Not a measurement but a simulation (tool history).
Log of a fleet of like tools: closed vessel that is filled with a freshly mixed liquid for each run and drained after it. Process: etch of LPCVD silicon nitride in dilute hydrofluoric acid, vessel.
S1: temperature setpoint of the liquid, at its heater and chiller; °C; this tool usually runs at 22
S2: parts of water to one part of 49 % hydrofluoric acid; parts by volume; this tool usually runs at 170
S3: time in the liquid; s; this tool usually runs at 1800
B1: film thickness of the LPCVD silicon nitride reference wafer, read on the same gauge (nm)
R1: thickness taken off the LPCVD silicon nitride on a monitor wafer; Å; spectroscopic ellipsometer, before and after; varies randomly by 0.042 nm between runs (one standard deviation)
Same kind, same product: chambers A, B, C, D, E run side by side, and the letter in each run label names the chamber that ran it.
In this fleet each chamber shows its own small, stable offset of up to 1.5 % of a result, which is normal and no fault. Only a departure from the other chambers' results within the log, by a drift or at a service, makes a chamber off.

run	hour	S1	S2	S3	B1	R1
1D	5.8	22	170	1800	100.04	41.643
2B	12.3	22	170	1800	99.959	42.704
3A	17.6	22	170	1800	99.98	42.562
4C	22	22	170	1800	99.978	42.777
5E	28.3	22	170	1800	100.03	42.519
6C	33.3	22	170	1800	99.985	43.161
# hour 33.9: chamber D: hydrofluoric acid flow meter replaced
7E	37.8	22	170	1800	99.984	42.579
8A	42.3	22	170	1800	99.998	42.307
9D	49	22	170	1800	100	42.359
10B	55.4	22	170	1800	100.01	42.181
11C	60.6	22	170	1800	99.979	43.77
# hour 64.5: chamber E: hydrofluoric acid flow meter replaced
12D	66.5	22	170	1800	99.966	42.331
13B	71.6	22	170	1800	100.01	43.293
14E	77.5	22	170	1800	100.01	42.519
15A	80.6	22	170	1800	100.02	41.637
16C	85.8	22	170	1800	99.965	42.874
17D	92.4	22	170	1800	99.978	41.502
18E	96.7	22	170	1800	100.01	41.835
19A	101.7	22	170	1800	100.03	42.461
20B	105.5	22	170	1800	100	45.23
21B	109.5	22	170	1800	100.02	45.226
22C	114.7	22	170	1800	99.992	43.145
23E	119.9	22	170	1800	100.03	41.074
24D	125.3	22	170	1425	99.977	33.565
25A	129.4	22	170	1425	100.06	33.17
26C	133	22	170	1425	99.98	33.672
27A	138.8	22	170	1425	100	33.516
28B	143.9	22	170	1425	99.997	36.061
29D	147.3	22	170	1800	99.998	42.081
30E	153.1	17.5	170	745	100.06	12.798
31D	157	17.5	170	745	99.969	13.213
32C	161.7	17.5	170	745	100.01	13.158
33B	164.8	17.5	170	745	100.02	14.122
34E	170.1	17.5	170	745	100.04	12.902
35A	173.4	22	170	1800	100	42.107
36D	177.4	22	170	1800	100.02	42.169

Decide between three cases: one chamber stands off from its peers, the gauge reading all wafers drifts, or nothing is wrong past each chamber's small offset. Where a chamber is off, say which and what most likely put it there.

One chamber, B, drifts off from the rest bit by bit.
Cause: liquid hotter than its thermometer reads (K) = 1.56.
The log may not separate it from: hydrofluoric acid flow above the setpoint (%).

Here are 4 candidates for chamber B's next run, each the usual settings with a change, their results left as question marks. Which one brings its results back in line with what the others give on the usual settings?
In line means no further than this from the other chambers' mean on the usual settings: R1 1.5 Å
37B-1	182.2	22	165	1800		?
37B-2	182.2	22	175	1760		?
37B-3	182.2	22.5	165	1905		?
37B-4	182.2	22	180	1680		?

The other chambers' mean on the usual settings: R1 42.28 Å
run	R1
37B-1	48.857
37B-2	45.112
37B-3	53.395
37B-4	41.897
The answer is 37B-4, which returns the chamber to within the allowed miss of the others.
